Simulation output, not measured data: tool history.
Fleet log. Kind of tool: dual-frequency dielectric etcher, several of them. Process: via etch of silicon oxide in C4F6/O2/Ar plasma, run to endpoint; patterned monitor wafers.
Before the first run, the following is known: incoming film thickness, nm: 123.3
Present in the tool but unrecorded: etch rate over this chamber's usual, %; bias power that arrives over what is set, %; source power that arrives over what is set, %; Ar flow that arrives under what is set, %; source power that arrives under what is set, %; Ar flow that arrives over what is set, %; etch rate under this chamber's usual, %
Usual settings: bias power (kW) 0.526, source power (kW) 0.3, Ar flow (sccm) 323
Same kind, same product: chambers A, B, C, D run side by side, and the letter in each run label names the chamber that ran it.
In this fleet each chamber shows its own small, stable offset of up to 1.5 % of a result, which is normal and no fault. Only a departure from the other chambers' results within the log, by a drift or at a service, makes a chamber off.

| run | hour | bias power (kW) | source power (kW) | Ar flow (sccm) | hours since the last wet clean | hours since the last bias power generator calibration | hours since the last source power generator calibration | hours since the last Ar flow controller change | endpoint time (s) |
|---|---|---|---|---|---|---|---|---|---|
| 1D | 8.9 | 0.526 | 0.3 | 323 | 374.9 | 1979.4 | 3451.8 | 2600.4 | 29.947 |
| 2C | 15.9 | 0.526 | 0.3 | 323 | 63.2 | 1252 | 1989 | 247.5 | 30.185 |
| 3B | 21.5 | 0.526 | 0.3 | 323 | 657.9 | 803.5 | 323.9 | 421.4 | 30.127 |
| 4A | 31.9 | 0.526 | 0.3 | 323 | 556.4 | 1654.9 | 2733.3 | 6052.4 | 29.733 |
| 5C | 39.1 | 0.526 | 0.3 | 323 | 86.4 | 1275.2 | 2012.2 | 270.7 | 30.342 |
| 6B | 50.9 | 0.526 | 0.27 | 299 | 687.3 | 832.9 | 353.3 | 450.8 | 30.813 |
| 7D | 59.1 | 0.526 | 0.27 | 299 | 425.1 | 2029.6 | 3502 | 2650.6 | 30.502 |
|  | 64.6 | chamber B: wet clean of the chamber |
| 8A | 70.2 | 0.526 | 0.27 | 299 | 594.7 | 1693.2 | 2771.6 | 6090.7 | 30.309 |
| 9D | 76.5 | 0.526 | 0.27 | 299 | 442.5 | 2047 | 3519.4 | 2668 | 31.435 |
| 10C | 83.8 | 0.475 | 0.3 | 275 | 131.1 | 1319.9 | 2056.9 | 315.4 | 31.017 |
| 11B | 90.6 | 0.475 | 0.3 | 275 | 26 | 872.6 | 393 | 490.5 | 30.787 |
| 12A | 97.7 | 0.475 | 0.3 | 275 | 622.2 | 1720.7 | 2799.1 | 6118.2 | 30.453 |
| 13A | 107.8 | 0.475 | 0.3 | 275 | 632.3 | 1730.8 | 2809.2 | 6128.3 | 30.285 |
|  | 113.4 | chamber A: wet clean of the chamber |
| 14C | 117.8 | 0.526 | 0.3 | 323 | 165.1 | 1353.9 | 2090.9 | 349.4 | 29.714 |
| 15B | 123.3 | 0.526 | 0.3 | 323 | 58.7 | 905.3 | 425.7 | 523.2 | 29.998 |
| 16D | 131 | 0.526 | 0.3 | 323 | 497 | 2101.5 | 3573.9 | 2722.5 | 30.232 |
| 17D | 140.2 | 0.526 | 0.3 | 368 | 506.2 | 2110.7 | 3583.1 | 2731.7 | 30.691 |
| 18C | 151.3 | 0.526 | 0.3 | 368 | 198.6 | 1387.4 | 2124.4 | 382.9 | 30.294 |
| 19B | 157.4 | 0.526 | 0.3 | 368 | 92.8 | 939.4 | 459.8 | 557.3 | 29.938 |
|  | 164.6 | chamber D: wet clean of the chamber |
| 20A | 165.2 | 0.526 | 0.3 | 368 | 51.8 | 1788.2 | 2866.6 | 6185.7 | 30.167 |
| 21D | 175.1 | 0.526 | 0.3 | 323 | 10.6 | 2145.6 | 3618 | 2766.6 | 29.879 |
| 22C | 186.7 | 0.526 | 0.3 | 323 | 234 | 1422.8 | 2159.8 | 418.3 | 30.273 |
| 23B | 194.5 | 0.526 | 0.3 | 323 | 129.9 | 976.5 | 496.9 | 594.4 | 29.461 |
| 24A | 201.6 | 0.461 | 0.3 | 355 | 88.2 | 1824.6 | 2903 | 6222.1 | 31.701 |
| 25C | 210.6 | 0.461 | 0.3 | 355 | 257.9 | 1446.7 | 2183.7 | 442.2 | 31.576 |
| 26A | 221.7 | 0.461 | 0.3 | 355 | 108.3 | 1844.7 | 2923.1 | 6242.2 | 30.962 |
|  | 228 | chamber A: Ar flow controller replaced |
|  | 231.2 | chamber D: bias power generator calibrated |
| 27B | 231.3 | 0.461 | 0.3 | 355 | 166.7 | 1013.3 | 533.7 | 631.2 | 31.566 |
| 28D | 238.4 | 0.526 | 0.3 | 323 | 73.9 | 7.2 | 3681.3 | 2829.9 | 30.013 |
| 29D | 243.7 | 0.526 | 0.3 | 323 | 79.2 | 12.5 | 3686.6 | 2835.2 | 30.444 |
| 30B | 255.6 | 0.526 | 0.3 | 323 | 191 | 1037.6 | 558 | 655.5 | 29.558 |
| 31C | 265.2 | 0.526 | 0.3 | 323 | 312.5 | 1501.3 | 2238.3 | 496.8 | 29.872 |
| 32A | 271 | 0.526 | 0.3 | 323 | 157.6 | 1894 | 2972.4 | 43 | 30.056 |
| 33C | 283 | 0.422 | 0.37 | 323 | 330.3 | 1519.1 | 2256.1 | 514.6 | 29.924 |
| 34B | 291.8 | 0.422 | 0.37 | 323 | 227.2 | 1073.8 | 594.2 | 691.7 | 30.126 |
| 35D | 302.8 | 0.422 | 0.37 | 323 | 138.3 | 71.6 | 3745.7 | 2894.3 | 30.117 |
| 36A | 314 | 0.422 | 0.37 | 323 | 200.6 | 1937 | 3015.4 | 86 | 30.332 |
| 37A | 325.4 | 0.526 | 0.3 | 323 | 212 | 1948.4 | 3026.8 | 97.4 | 29.889 |
| 38C | 333.6 | 0.526 | 0.3 | 323 | 380.9 | 1569.7 | 2306.7 | 565.2 | 29.609 |
| 39B | 341.6 | 0.526 | 0.3 | 402 | 277 | 1123.6 | 644 | 741.5 | 30.669 |

The same settings go to every chamber for the next run, one line per chamber below. Forecast the results for each:
| 40A | 350.2 | 0.526 | 0.3 | 323 |  |  |  |  | ? |
| 40B | 350.2 | 0.526 | 0.3 | 323 |  |  |  |  | ? |
| 40C | 350.2 | 0.526 | 0.3 | 323 |  |  |  |  | ? |
| 40D | 350.2 | 0.526 | 0.3 | 323 |  |  |  |  | ? |

| run | endpoint time (s) |
|---|---|
| 40A | 29.841 |
| 40B | 29.874 |
| 40C | 29.889 |
| 40D | 30.28 |
